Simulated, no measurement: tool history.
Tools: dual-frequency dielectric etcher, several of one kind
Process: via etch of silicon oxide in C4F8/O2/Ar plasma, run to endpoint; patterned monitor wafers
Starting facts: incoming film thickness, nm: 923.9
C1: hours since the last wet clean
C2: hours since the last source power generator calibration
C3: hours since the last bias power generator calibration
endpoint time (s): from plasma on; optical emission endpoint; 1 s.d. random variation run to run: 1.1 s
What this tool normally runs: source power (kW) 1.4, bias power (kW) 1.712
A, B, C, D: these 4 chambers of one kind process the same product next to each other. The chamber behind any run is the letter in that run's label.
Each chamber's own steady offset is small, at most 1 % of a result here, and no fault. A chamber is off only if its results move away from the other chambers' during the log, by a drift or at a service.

Run 1A, hour 4.9: usual settings; C1 492.3; C2 3158.9; C3 2562.6. Result: endpoint time (s) 218.79.
Run 2B, hour 11.4: usual settings; C1 53.3; C2 2221.3; C3 1593.5. Result: endpoint time (s) 220.76.
At hour 12: chamber A: wet clean of the chamber.
Run 3C, hour 19.5: usual settings; C1 163.3; C2 2106.5; C3 2673.4. Result: endpoint time (s) 219.86.
Run 4D, hour 25.2: usual settings; C1 439.9; C2 3366.6; C3 1901.3. Result: endpoint time (s) 219.32.
Run 5A, hour 32.7: usual settings but source power (kW) 1.28, bias power (kW) 1.98; C1 20.8; C2 3186.7; C3 2590.4. Result: endpoint time (s) 216.07.
Run 6D, hour 41.9: usual settings but source power (kW) 1.28, bias power (kW) 1.98; C1 456.6; C2 3383.3; C3 1918. Result: endpoint time (s) 218.42.
Run 7C, hour 47.2: usual settings but source power (kW) 1.28, bias power (kW) 1.98; C1 191; C2 2134.2; C3 2701.1. Result: endpoint time (s) 217.38.
Run 8B, hour 54.7: usual settings but source power (kW) 1.28, bias power (kW) 1.98; C1 96.6; C2 2264.6; C3 1636.8. Result: endpoint time (s) 217.43.
Run 9A, hour 59.9: usual settings but source power (kW) 1.22, bias power (kW) 1.464; C1 48; C2 3213.9; C3 2617.6. Result: endpoint time (s) 240.72.
Run 10B, hour 64.7: usual settings but source power (kW) 1.22, bias power (kW) 1.464; C1 106.6; C2 2274.6; C3 1646.8. Result: endpoint time (s) 241.44.
Run 11D, hour 71.3: usual settings but source power (kW) 1.22, bias power (kW) 1.464; C1 486; C2 3412.7; C3 1947.4. Result: endpoint time (s) 246.25.
Run 12C, hour 80.1: usual settings but source power (kW) 1.22, bias power (kW) 1.464; C1 223.9; C2 2167.1; C3 2734. Result: endpoint time (s) 241.32.
Run 13C, hour 86: usual settings; C1 229.8; C2 2173; C3 2739.9. Result: endpoint time (s) 220.02.
Run 14D, hour 92.1: usual settings; C1 506.8; C2 3433.5; C3 1968.2. Result: endpoint time (s) 220.56.
Run 15B, hour 100.6: usual settings; C1 142.5; C2 2310.5; C3 1682.7. Result: endpoint time (s) 218.3.
Run 16A, hour 107.4: usual settings; C1 95.5; C2 3261.4; C3 2665.1. Result: endpoint time (s) 217.87.
Run 17A, hour 113.2: usual settings; C1 101.3; C2 3267.2; C3 2670.9. Result: endpoint time (s) 218.4.
Run 18D, hour 121.5: usual settings; C1 536.2; C2 3462.9; C3 1997.6. Result: endpoint time (s) 220.4.
Run 19C, hour 128.1: usual settings; C1 271.9; C2 2215.1; C3 2782. Result: endpoint time (s) 219.7.
Run 20B, hour 135.5: usual settings; C1 177.4; C2 2345.4; C3 1717.6. Result: endpoint time (s) 218.75.
Run 21C, hour 142.4: usual settings; C1 286.2; C2 2229.4; C3 2796.3. Result: endpoint time (s) 220.95.
Run 22B, hour 146.7: usual settings; C1 188.6; C2 2356.6; C3 1728.8. Result: endpoint time (s) 218.65.
Run 23D, hour 153.5: usual settings; C1 568.2; C2 3494.9; C3 2029.6. Result: endpoint time (s) 224.41.
Run 24A, hour 160.7: usual settings; C1 148.8; C2 3314.7; C3 2718.4. Result: endpoint time (s) 218.6.
Run 25A, hour 166.7: usual settings; C1 154.8; C2 3320.7; C3 2724.4. Result: endpoint time (s) 218.65.
Run 26D, hour 173.7: usual settings; C1 588.4; C2 3515.1; C3 2049.8. Result: endpoint time (s) 224.79.
Run 27B, hour 178.3: usual settings but source power (kW) 1.25; C1 220.2; C2 2388.2; C3 1760.4. Result: endpoint time (s) 227.3.
Run 28C, hour 186.6: usual settings but source power (kW) 1.25; C1 330.4; C2 2273.6; C3 2840.5. Result: endpoint time (s) 227.98.
Run 29A, hour 194.1: usual settings but source power (kW) 1.25; C1 182.2; C2 3348.1; C3 2751.8. Result: endpoint time (s) 228.42.
Run 30C, hour 199.9: usual settings but source power (kW) 1.25; C1 343.7; C2 2286.9; C3 2853.8. Result: endpoint time (s) 229.15.
Run 31B, hour 207.2: usual settings; C1 249.1; C2 2417.1; C3 1789.3. Result: endpoint time (s) 221.96.
Run 32D, hour 216.5: usual settings but source power (kW) 1.23, bias power (kW) 1.995; C1 631.2; C2 3557.9; C3 2092.6. Result: endpoint time (s) 227.33.
Run 33A, hour 221.7: usual settings but source power (kW) 1.23, bias power (kW) 1.995; C1 209.8; C2 3375.7; C3 2779.4. Result: endpoint time (s) 222.55.
At hour 227.6: chamber A: bias power generator calibrated.
Run 34D, hour 230.9: usual settings but source power (kW) 1.23, bias power (kW) 1.995; C1 645.6; C2 3572.3; C3 2107. Result: endpoint time (s) 229.63.
Run 35C, hour 239.3: usual settings but source power (kW) 1.23, bias power (kW) 1.995; C1 383.1; C2 2326.3; C3 2893.2. Result: endpoint time (s) 221.06.
Run 36B, hour 246: usual settings; C1 287.9; C2 2455.9; C3 1828.1. Result: endpoint time (s) 218.57.
Run 37C, hour 252: usual settings; C1 395.8; C2 2339; C3 2905.9. Result: endpoint time (s) 219.51.
Run 38B, hour 259.4: usual settings but source power (kW) 1.24, bias power (kW) 1.528; C1 301.3; C2 2469.3; C3 1841.5. Result: endpoint time (s) 237.96.
Run 39A, hour 268.4: usual settings but source power (kW) 1.24, bias power (kW) 1.528; C1 256.5; C2 3422.4; C3 40.8. Result: endpoint time (s) 233.98.

Is one chamber off against the others, does the gauge drift, or is nothing wrong? If a chamber is off, say which, and what the likeliest cause is.

It is chamber D that slowly wanders off from its peers.
Most likely cause: etch rate under this chamber's usual, % = 3.52.

Below are 4 candidate recipes for chamber D's next run, each the usual settings with a change, their results shown as question marks. Which of them brings D's results back in line with what the other chambers give on the usual settings?
A result is in line if it is within this distance of the other chambers' mean on the usual settings: endpoint time (s) 3.8
Run 40D-1, hour 275.1: usual settings but source power (kW) 1.37, bias power (kW) 1.685. Result: endpoint time (s) ?.
Run 40D-2, hour 275.1: usual settings but source power (kW) 1.24. Result: endpoint time (s) ?.
Run 40D-3, hour 275.1: usual settings but source power (kW) 1.45. Result: endpoint time (s) ?.
Run 40D-4, hour 275.1: usual settings but source power (kW) 1.56. Result: endpoint time (s) ?.

The mean the other chambers reach with the usual settings: endpoint time (s) 219.06
  run  endpoint time (s)
40D-1              232.6
40D-2             241.05
40D-3             226.31
40D-4             219.72
40D-4 puts the chamber back in line with the other chambers.
